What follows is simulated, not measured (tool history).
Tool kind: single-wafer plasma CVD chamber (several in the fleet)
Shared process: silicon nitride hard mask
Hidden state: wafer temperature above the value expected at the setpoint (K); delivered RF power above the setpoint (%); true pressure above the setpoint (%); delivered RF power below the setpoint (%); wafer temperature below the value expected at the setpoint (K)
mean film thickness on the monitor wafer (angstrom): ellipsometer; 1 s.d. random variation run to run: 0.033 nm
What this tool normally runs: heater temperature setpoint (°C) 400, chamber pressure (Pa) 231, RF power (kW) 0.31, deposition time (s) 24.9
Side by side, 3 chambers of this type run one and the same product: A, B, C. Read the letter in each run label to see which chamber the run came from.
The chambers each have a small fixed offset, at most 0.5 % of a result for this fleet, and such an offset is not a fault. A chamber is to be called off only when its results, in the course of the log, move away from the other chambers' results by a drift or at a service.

| run | hour | heater temperature setpoint (°C) | chamber pressure (Pa) | RF power (kW) | deposition time (s) | hours since the last thermocouple change | hours since the last RF generator calibration | hours since the last manometer calibration | read-back reference wafer on the same gauge, thickness_nm | mean film thickness on the monitor wafer (angstrom) |
|---|---|---|---|---|---|---|---|---|---|---|
| 1A | 3.8 | 400 | 231 | 0.31 | 24.9 | 976.2 | 1374.6 | 739.4 | 26.702 | 299.41 |
| 2C | 9.3 | 400 | 231 | 0.31 | 24.9 | 666.9 | 1246 | 1709.5 | 26.698 | 301.38 |
| 3B | 16.7 | 400 | 231 | 0.31 | 24.9 | 132 | 118.3 | 1655.1 | 26.691 | 298.83 |
| 4B | 22.1 | 400 | 231 | 0.31 | 24.9 | 137.4 | 123.7 | 1660.5 | 26.686 | 298.2 |
| 5A | 27.9 | 400 | 231 | 0.31 | 24.9 | 1000.3 | 1398.7 | 763.5 | 26.672 | 298.52 |
| 6C | 35.1 | 400 | 184 | 0.31 | 26.6 | 692.7 | 1271.8 | 1735.3 | 26.675 | 300.37 |
| 7C | 38.5 | 400 | 184 | 0.31 | 26.6 | 696.1 | 1275.2 | 1738.7 | 26.668 | 300.19 |
| 8A | 42.5 | 400 | 184 | 0.31 | 26.6 | 1014.9 | 1413.3 | 778.1 | 26.666 | 297.88 |
| 9B | 48 | 400 | 231 | 0.31 | 24.9 | 163.3 | 149.6 | 1686.4 | 26.661 | 299.1 |
| 10A | 54.3 | 400 | 231 | 0.31 | 24.9 | 1026.7 | 1425.1 | 789.9 | 26.66 | 298.38 |
| 11B | 58.9 | 400 | 231 | 0.31 | 24.9 | 174.2 | 160.5 | 1697.3 | 26.661 | 299.1 |
| 12C | 65.1 | 400 | 231 | 0.31 | 24.9 | 722.7 | 1301.8 | 1765.3 | 26.649 | 300.92 |
| 13A | 72.6 | 400 | 231 | 0.31 | 24.9 | 1045 | 1443.4 | 808.2 | 26.643 | 297.88 |
| 14C | 79.7 | 400 | 231 | 0.31 | 24.9 | 737.3 | 1316.4 | 1779.9 | 26.635 | 300.48 |
| 15B | 84.3 | 400 | 231 | 0.31 | 20.9 | 199.6 | 185.9 | 1722.7 | 26.634 | 250.75 |
| 16C | 90.4 | 400 | 231 | 0.31 | 20.9 | 748 | 1327.1 | 1790.6 | 26.634 | 251.96 |
| 17B | 97.4 | 400 | 231 | 0.31 | 20.9 | 212.7 | 199 | 1735.8 | 26.635 | 250.62 |
| 18A | 102.1 | 400 | 231 | 0.31 | 24.9 | 1074.5 | 1472.9 | 837.7 | 26.627 | 297.74 |
| 19C | 109.6 | 400 | 231 | 0.31 | 24.9 | 767.2 | 1346.3 | 1809.8 | 26.615 | 300.66 |
| 20B | 115 | 400 | 231 | 0.31 | 24.9 | 230.3 | 216.6 | 1753.4 | 26.613 | 298.72 |
| 21A | 121.2 | 400 | 211 | 0.355 | 24.9 | 1093.6 | 1492 | 856.8 | 26.609 | 314.53 |
| 22C | 128.6 | 400 | 211 | 0.355 | 24.9 | 786.2 | 1365.3 | 1828.8 | 26.599 | 319.34 |
| 23B | 134.4 | 400 | 211 | 0.355 | 24.9 | 249.7 | 236 | 1772.8 | 26.593 | 316.89 |
| 24A | 137.7 | 400 | 231 | 0.25 | 24.9 | 1110.1 | 1508.5 | 873.3 | 26.6 | 258.52 |
| 25A | 143.3 | 400 | 231 | 0.25 | 24.9 | 1115.7 | 1514.1 | 878.9 | 26.594 | 258.53 |
| 26B | 148.3 | 400 | 231 | 0.25 | 24.9 | 263.6 | 249.9 | 1786.7 | 26.59 | 256.89 |
| 27C | 156 | 400 | 231 | 0.31 | 24.9 | 813.6 | 1392.7 | 1856.2 | 26.581 | 299.45 |

Which is it: a chamber that has drifted or been left off by a service, a gauge drift common to all chambers, or only each chamber's usual small offset? If a chamber is off, name it and its likeliest cause.

The shared gauge is drifting. All chambers look as if they move in step, but none is off.
Likeliest cause: gauge reads low (%) = 0.46.
